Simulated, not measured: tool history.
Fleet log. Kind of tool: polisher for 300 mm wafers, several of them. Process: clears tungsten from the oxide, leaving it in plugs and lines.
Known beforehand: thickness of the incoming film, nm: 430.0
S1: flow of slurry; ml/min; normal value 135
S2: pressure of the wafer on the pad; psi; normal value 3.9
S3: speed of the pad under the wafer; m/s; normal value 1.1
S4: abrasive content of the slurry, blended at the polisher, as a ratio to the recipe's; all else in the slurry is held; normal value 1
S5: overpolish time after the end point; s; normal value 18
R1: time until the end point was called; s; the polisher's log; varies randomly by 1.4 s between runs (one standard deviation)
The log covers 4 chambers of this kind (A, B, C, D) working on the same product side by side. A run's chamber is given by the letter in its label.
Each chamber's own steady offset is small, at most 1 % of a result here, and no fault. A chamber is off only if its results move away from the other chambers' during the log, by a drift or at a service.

{"hour": 0.7, "done": "chamber A: slurry tank refilled with fresh slurry and peroxide"}
{"hour": 1.7, "done": "chamber B: slurry blender recalibrated"}
{"hour": 6.7, "done": "chamber B: worn pad replaced by a new one"}
{"run": "1C", "hour": 7.0, "S1": 135, "S2": 3.9, "S3": 1.1, "S4": 1, "S5": 18, "R1": 75.194}
{"hour": 9.3, "done": "chamber D: slurry tank refilled with fresh slurry and peroxide"}
{"run": "2D", "hour": 17.6, "S1": 135, "S2": 3.9, "S3": 1.1, "S4": 1, "S5": 18, "R1": 75.694}
{"run": "3A", "hour": 28.1, "S1": 135, "S2": 3.9, "S3": 1.1, "S4": 1, "S5": 18, "R1": 76.055}
{"hour": 37.0, "done": "chamber A: head pressure recalibrated"}
{"run": "4B", "hour": 39.4, "S1": 135, "S2": 3.9, "S3": 1.1, "S4": 1, "S5": 18, "R1": 73.501}
{"hour": 41.7, "done": "chamber D: head pressure recalibrated"}
{"run": "5B", "hour": 50.6, "S1": 135, "S2": 3.9, "S3": 1.1, "S4": 1, "S5": 18, "R1": 76.54}
{"run": "6A", "hour": 58.3, "S1": 135, "S2": 3.9, "S3": 1.1, "S4": 1, "S5": 18, "R1": 75.456}
{"hour": 58.4, "done": "chamber D: slurry nozzle cleaned"}
{"hour": 62.5, "done": "chamber A: worn pad replaced by a new one"}
{"run": "7D", "hour": 69.5, "S1": 135, "S2": 3.9, "S3": 1.1, "S4": 1, "S5": 18, "R1": 76.299}
{"run": "8C", "hour": 82.5, "S1": 135, "S2": 3.9, "S3": 1.1, "S4": 1, "S5": 18, "R1": 76.46}
{"hour": 83.5, "done": "chamber C: slurry blender recalibrated"}
{"hour": 94.7, "done": "chamber B: slurry tank refilled with fresh slurry and peroxide"}
{"run": "9B", "hour": 96.1, "S1": 135, "S2": 3.9, "S3": 1.1, "S4": 1, "S5": 18, "R1": 78.253}
{"hour": 106.1, "done": "chamber D: worn pad replaced by a new one"}
{"run": "10D", "hour": 110.6, "S1": 135, "S2": 3.9, "S3": 1.1, "S4": 1, "S5": 18, "R1": 75.562}
{"hour": 116.6, "done": "chamber C: slurry tank refilled with fresh slurry and peroxide"}
{"hour": 118.2, "done": "chamber C: worn pad replaced by a new one"}
{"run": "11A", "hour": 121.4, "S1": 135, "S2": 3.9, "S3": 1.1, "S4": 1, "S5": 18, "R1": 74.846}
{"hour": 127.8, "done": "chamber B: worn pad replaced by a new one"}
{"hour": 133.3, "done": "chamber A: worn pad replaced by a new one"}
{"run": "12C", "hour": 133.6, "S1": 135, "S2": 3.9, "S3": 1.1, "S4": 1, "S5": 18, "R1": 76.581}
{"hour": 136.0, "done": "chamber D: slurry blender recalibrated"}
{"run": "13B", "hour": 142.0, "S1": 135, "S2": 3.9, "S3": 1.1, "S4": 1, "S5": 18, "R1": 75.814}
{"run": "14C", "hour": 150.3, "S1": 135, "S2": 3.9, "S3": 1.1, "S4": 1, "S5": 18, "R1": 73.941}
{"hour": 164.5, "done": "chamber D: slurry tank refilled with fresh slurry and peroxide"}
{"run": "15D", "hour": 164.9, "S1": 135, "S2": 3.9, "S3": 1.1, "S4": 1, "S5": 18, "R1": 78.261}
{"hour": 173.5, "done": "chamber A: slurry tank refilled with fresh slurry and peroxide"}
{"run": "16A", "hour": 177.3, "S1": 135, "S2": 3.9, "S3": 1.1, "S4": 1, "S5": 18, "R1": 76.447}
{"run": "17B", "hour": 185.9, "S1": 135, "S2": 3.9, "S3": 1.1, "S4": 1, "S5": 18, "R1": 73.548}
{"hour": 193.5, "done": "chamber B: slurry blender recalibrated"}
{"run": "18D", "hour": 194.2, "S1": 135, "S2": 3.9, "S3": 1.1, "S4": 1, "S5": 18, "R1": 74.58}
{"hour": 206.3, "done": "chamber A: slurry blender recalibrated"}
{"run": "19A", "hour": 206.8, "S1": 135, "S2": 3.9, "S3": 1.1, "S4": 1, "S5": 18, "R1": 74.893}
{"hour": 208.2, "done": "chamber B: slurry tank refilled with fresh slurry and peroxide"}
{"run": "20C", "hour": 218.5, "S1": 135, "S2": 3.9, "S3": 1.1, "S4": 1, "S5": 18, "R1": 71.307}
{"hour": 223.2, "done": "chamber B: worn pad replaced by a new one"}
{"hour": 224.4, "done": "chamber A: worn pad replaced by a new one"}
{"run": "21A", "hour": 227.2, "S1": 135, "S2": 3.9, "S3": 1.1, "S4": 1, "S5": 18, "R1": 77.243}
{"hour": 233.1, "done": "chamber C: slurry tank refilled with fresh slurry and peroxide"}
{"hour": 234.0, "done": "chamber C: worn pad replaced by a new one"}
{"run": "22B", "hour": 239.6, "S1": 135, "S2": 3.9, "S3": 1.1, "S4": 1, "S5": 18, "R1": 76.311}
{"hour": 251.3, "done": "chamber D: worn pad replaced by a new one"}
{"run": "23C", "hour": 252.0, "S1": 135, "S2": 3.9, "S3": 1.1, "S4": 1, "S5": 18, "R1": 74.775}
{"run": "24D", "hour": 264.7, "S1": 135, "S2": 5.1, "S3": 1.1, "S4": 1, "S5": 27, "R1": 56.58}
{"hour": 268.1, "done": "chamber D: slurry nozzle cleaned"}
{"run": "25C", "hour": 276.2, "S1": 135, "S2": 5.1, "S3": 1.1, "S4": 1, "S5": 27, "R1": 56.804}
{"run": "26B", "hour": 284.7, "S1": 135, "S2": 5.1, "S3": 1.1, "S4": 1, "S5": 27, "R1": 57.622}
{"run": "27D", "hour": 298.7, "S1": 135, "S2": 5.1, "S3": 1.1, "S4": 1, "S5": 27, "R1": 56.109}
{"hour": 299.1, "done": "chamber A: worn pad replaced by a new one"}
{"run": "28A", "hour": 306.3, "S1": 180, "S2": 3.9, "S3": 0.74, "S4": 1, "S5": 18, "R1": 107.26}
{"hour": 319.0, "done": "chamber B: worn pad replaced by a new one"}
{"run": "29C", "hour": 319.4, "S1": 180, "S2": 3.9, "S3": 0.74, "S4": 1, "S5": 18, "R1": 107.4}
{"hour": 321.2, "done": "chamber D: slurry tank refilled with fresh slurry and peroxide"}
{"hour": 330.8, "done": "chamber B: slurry tank refilled with fresh slurry and peroxide"}
{"run": "30A", "hour": 331.5, "S1": 180, "S2": 3.9, "S3": 0.74, "S4": 1, "S5": 18, "R1": 105.11}
{"hour": 335.1, "done": "chamber A: slurry tank refilled with fresh slurry and peroxide"}
{"run": "31D", "hour": 338.7, "S1": 180, "S2": 3.9, "S3": 0.74, "S4": 1, "S5": 18, "R1": 105.26}
{"hour": 345.6, "done": "chamber C: slurry tank refilled with fresh slurry and peroxide"}
{"hour": 349.9, "done": "chamber B: head pressure recalibrated"}
{"run": "32B", "hour": 350.9, "S1": 135, "S2": 3.9, "S3": 1.1, "S4": 0.75, "S5": 18, "R1": 80.133}
{"hour": 361.5, "done": "chamber C: worn pad replaced by a new one"}
{"run": "33C", "hour": 363.0, "S1": 135, "S2": 3.9, "S3": 1.1, "S4": 0.75, "S5": 18, "R1": 77.892}
{"hour": 369.0, "done": "chamber A: worn pad replaced by a new one"}
{"hour": 373.8, "done": "chamber A: slurry nozzle cleaned"}
{"run": "34B", "hour": 377.1, "S1": 135, "S2": 3.9, "S3": 1.1, "S4": 0.75, "S5": 18, "R1": 80.769}
{"run": "35A", "hour": 385.5, "S1": 135, "S2": 3.9, "S3": 1.1, "S4": 0.75, "S5": 18, "R1": 81.759}
{"run": "36D", "hour": 395.9, "S1": 135, "S2": 3.9, "S3": 1.1, "S4": 1, "S5": 18, "R1": 74.67}

Does one chamber stand apart from the rest, does the shared gauge drift, or is all well apart from small per-chamber offsets? Give the chamber and the most likely cause, where there is one.

No chamber is off and the gauge is stable; the differences are just each chamber's small, constant offset.
